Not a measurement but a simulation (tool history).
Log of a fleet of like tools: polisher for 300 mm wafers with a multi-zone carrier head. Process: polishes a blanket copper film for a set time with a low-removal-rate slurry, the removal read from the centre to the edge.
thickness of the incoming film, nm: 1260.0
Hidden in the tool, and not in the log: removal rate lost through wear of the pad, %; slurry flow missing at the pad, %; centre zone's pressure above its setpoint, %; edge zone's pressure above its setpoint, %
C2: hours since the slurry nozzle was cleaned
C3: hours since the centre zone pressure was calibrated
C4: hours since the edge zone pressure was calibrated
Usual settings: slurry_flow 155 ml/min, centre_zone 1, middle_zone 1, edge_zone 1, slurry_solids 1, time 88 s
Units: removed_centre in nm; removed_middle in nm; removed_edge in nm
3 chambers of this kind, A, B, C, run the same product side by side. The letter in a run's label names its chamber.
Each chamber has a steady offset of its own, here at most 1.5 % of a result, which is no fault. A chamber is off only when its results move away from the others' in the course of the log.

Run 1B, hour 10.1: usual settings; wafers polished on this pad 850; C2 226.6; C3 444.6; C4 209.3. Result: removed_centre 171.55 nm, removed_middle 173.78 nm, removed_edge 172.89 nm.
At hour 14.2: chamber B: worn pad replaced by a new one.
At hour 16.4: chamber A: worn pad replaced by a new one.
Run 2C, hour 24.5: usual settings; wafers polished on this pad 382; C2 317.9; C3 308.1; C4 95.1. Result: removed_centre 170.97 nm, removed_middle 168.88 nm, removed_edge 170.31 nm.
Run 3A, hour 32.9: usual settings; wafers polished on this pad 187; C2 112.8; C3 1248.5; C4 215. Result: removed_centre 171.29 nm, removed_middle 171.57 nm, removed_edge 168.73 nm.
Run 4B, hour 45.8: usual settings; wafers polished on this pad 360; C2 262.3; C3 480.3; C4 245. Result: removed_centre 173.69 nm, removed_middle 172.83 nm, removed_edge 171.42 nm.
At hour 56.7: chamber A: centre zone pressure recalibrated.
Run 5A, hour 57.2: usual settings; wafers polished on this pad 464; C2 137.1; C3 0.6; C4 239.3. Result: removed_centre 169.61 nm, removed_middle 172.01 nm, removed_edge 173.24 nm.
At hour 58: chamber C: worn pad replaced by a new one.
Run 6C, hour 71.4: usual settings; wafers polished on this pad 153; C2 364.8; C3 355; C4 142. Result: removed_centre 172.94 nm, removed_middle 170.11 nm, removed_edge 170.93 nm.
Run 7C, hour 85.3: usual settings; wafers polished on this pad 311; C2 378.7; C3 368.9; C4 155.9. Result: removed_centre 175.61 nm, removed_middle 171.73 nm, removed_edge 171.72 nm.
At hour 90.7: chamber A: edge zone pressure recalibrated.
At hour 94.4: chamber B: worn pad replaced by a new one.
At hour 94.5: chamber B: slurry nozzle cleaned.
Run 8A, hour 99.6: usual settings; wafers polished on this pad 947; C2 179.5; C3 43; C4 8.9. Result: removed_centre 169.2 nm, removed_middle 172.88 nm, removed_edge 174.15 nm.
At hour 104.7: chamber A: worn pad replaced by a new one.
Run 9B, hour 106.3: usual settings; wafers polished on this pad 135; C2 11.8; C3 540.8; C4 305.5. Result: removed_centre 173.18 nm, removed_middle 173.24 nm, removed_edge 173.05 nm.
Run 10B, hour 117.4: usual settings; wafers polished on this pad 262; C2 22.9; C3 551.9; C4 316.6. Result: removed_centre 171.9 nm, removed_middle 172.81 nm, removed_edge 174.54 nm.
Run 11C, hour 128.8: usual settings; wafers polished on this pad 807; C2 422.2; C3 412.4; C4 199.4. Result: removed_centre 173.8 nm, removed_middle 173.86 nm, removed_edge 170.61 nm.
At hour 132.2: chamber C: worn pad replaced by a new one.
At hour 132.7: chamber B: centre zone pressure recalibrated.
Run 12A, hour 143.4: usual settings; wafers polished on this pad 441; C2 223.3; C3 86.8; C4 52.7. Result: removed_centre 171.66 nm, removed_middle 172.11 nm, removed_edge 171.2 nm.
Run 13B, hour 154.4: usual settings; wafers polished on this pad 683; C2 59.9; C3 21.7; C4 353.6. Result: removed_centre 173.6 nm, removed_middle 171.79 nm, removed_edge 173.35 nm.
Run 14A, hour 166.1: usual settings; wafers polished on this pad 699; C2 246; C3 109.5; C4 75.4. Result: removed_centre 172.86 nm, removed_middle 170.83 nm, removed_edge 172.53 nm.
Run 15C, hour 179.4: usual settings; wafers polished on this pad 538; C2 472.8; C3 463; C4 250. Result: removed_centre 166.54 nm, removed_middle 167.61 nm, removed_edge 169.59 nm.
At hour 186.5: chamber B: worn pad replaced by a new one.
Run 16B, hour 188.7: usual settings; wafers polished on this pad 25; C2 94.2; C3 56; C4 387.9. Result: removed_centre 177.89 nm, removed_middle 169.65 nm, removed_edge 168.81 nm.
Run 17A, hour 200.8: usual settings; wafers polished on this pad 1094; C2 280.7; C3 144.2; C4 110.1. Result: removed_centre 171.22 nm, removed_middle 170.4 nm, removed_edge 170.52 nm.
At hour 203.9: chamber A: worn pad replaced by a new one.
Run 18C, hour 210.8: usual settings but middle_zone 1.05; wafers polished on this pad 896; C2 504.2; C3 494.4; C4 281.4. Result: removed_centre 172.38 nm, removed_middle 175.26 nm, removed_edge 169.69 nm.
At hour 211.6: chamber C: worn pad replaced by a new one.
Run 19C, hour 220.9: usual settings but middle_zone 1.05; wafers polished on this pad 106; C2 514.3; C3 504.5; C4 291.5. Result: removed_centre 166.97 nm, removed_middle 174.92 nm, removed_edge 166.14 nm.
Run 20A, hour 234.5: usual settings but middle_zone 1.05; wafers polished on this pad 348; C2 314.4; C3 177.9; C4 143.8. Result: removed_centre 170.59 nm, removed_middle 179.66 nm, removed_edge 171.82 nm.
Run 21B, hour 248.9: usual settings; wafers polished on this pad 711; C2 154.4; C3 116.2; C4 448.1. Result: removed_centre 175.31 nm, removed_middle 172.2 nm, removed_edge 175.8 nm.
Run 22B, hour 255.8: usual settings but edge_zone 1.09; wafers polished on this pad 789; C2 161.3; C3 123.1; C4 455. Result: removed_centre 169.36 nm, removed_middle 171.52 nm, removed_edge 179.39 nm.
Run 23A, hour 270.9: usual settings but edge_zone 1.09; wafers polished on this pad 763; C2 350.8; C3 214.3; C4 180.2. Result: removed_centre 169.89 nm, removed_middle 171.23 nm, removed_edge 178.96 nm.
At hour 274.3: chamber B: worn pad replaced by a new one.
Run 24C, hour 285.1: usual settings but edge_zone 1.09; wafers polished on this pad 837; C2 578.5; C3 568.7; C4 355.7. Result: removed_centre 163.72 nm, removed_middle 161.46 nm, removed_edge 174.2 nm.
At hour 285.3: chamber C: worn pad replaced by a new one.
Run 25C, hour 295.8: usual settings; wafers polished on this pad 120; C2 589.2; C3 579.4; C4 366.4. Result: removed_centre 164.55 nm, removed_middle 161.62 nm, removed_edge 164.55 nm.
At hour 297.2: chamber A: worn pad replaced by a new one.
Run 26A, hour 303.2: usual settings; wafers polished on this pad 69; C2 383.1; C3 246.6; C4 212.5. Result: removed_centre 172.68 nm, removed_middle 172.51 nm, removed_edge 172.76 nm.
Run 27B, hour 313: usual settings; wafers polished on this pad 440; C2 218.5; C3 180.3; C4 512.2. Result: removed_centre 173.67 nm, removed_middle 174.44 nm, removed_edge 171.52 nm.
Run 28A, hour 321.6: usual settings; wafers polished on this pad 278; C2 401.5; C3 265; C4 230.9. Result: removed_centre 170.39 nm, removed_middle 169.57 nm, removed_edge 171.41 nm.
Run 29B, hour 336.4: usual settings; wafers polished on this pad 707; C2 241.9; C3 203.7; C4 535.6. Result: removed_centre 173.94 nm, removed_middle 173.8 nm, removed_edge 172.98 nm.
Run 30C, hour 348.2: usual settings; wafers polished on this pad 717; C2 641.6; C3 631.8; C4 418.8. Result: removed_centre 160.81 nm, removed_middle 159.35 nm, removed_edge 164.03 nm.
Run 31B, hour 356.1: usual settings; wafers polished on this pad 931; C2 261.6; C3 223.4; C4 555.3. Result: removed_centre 176.08 nm, removed_middle 173.17 nm, removed_edge 172.48 nm.
At hour 357.6: chamber C: worn pad replaced by a new one.
Run 32C, hour 370.1: usual settings; wafers polished on this pad 142; C2 663.5; C3 653.7; C4 440.7. Result: removed_centre 164.1 nm, removed_middle 158.81 nm, removed_edge 162.76 nm.
At hour 374.3: chamber A: edge zone pressure recalibrated.
Run 33A, hour 381.1: usual settings; wafers polished on this pad 956; C2 461; C3 324.5; C4 6.8. Result: removed_centre 170.74 nm, removed_middle 173.32 nm, removed_edge 176.39 nm.

Next, every chamber runs the same settings. What will each give?
Run 34A, hour 392: usual settings but time 64 s. Result: removed_centre ?, removed_middle ?, removed_edge ?.
Run 34B, hour 392: usual settings but time 64 s. Result: removed_centre ?, removed_middle ?, removed_edge ?.
Run 34C, hour 392: usual settings but time 64 s. Result: removed_centre ?, removed_middle ?, removed_edge ?.

run  removed_centre  removed_middle  removed_edge
34A           122.8          123.54        124.98
34B          125.29          125.45         124.9
34C          113.92          114.79        116.48

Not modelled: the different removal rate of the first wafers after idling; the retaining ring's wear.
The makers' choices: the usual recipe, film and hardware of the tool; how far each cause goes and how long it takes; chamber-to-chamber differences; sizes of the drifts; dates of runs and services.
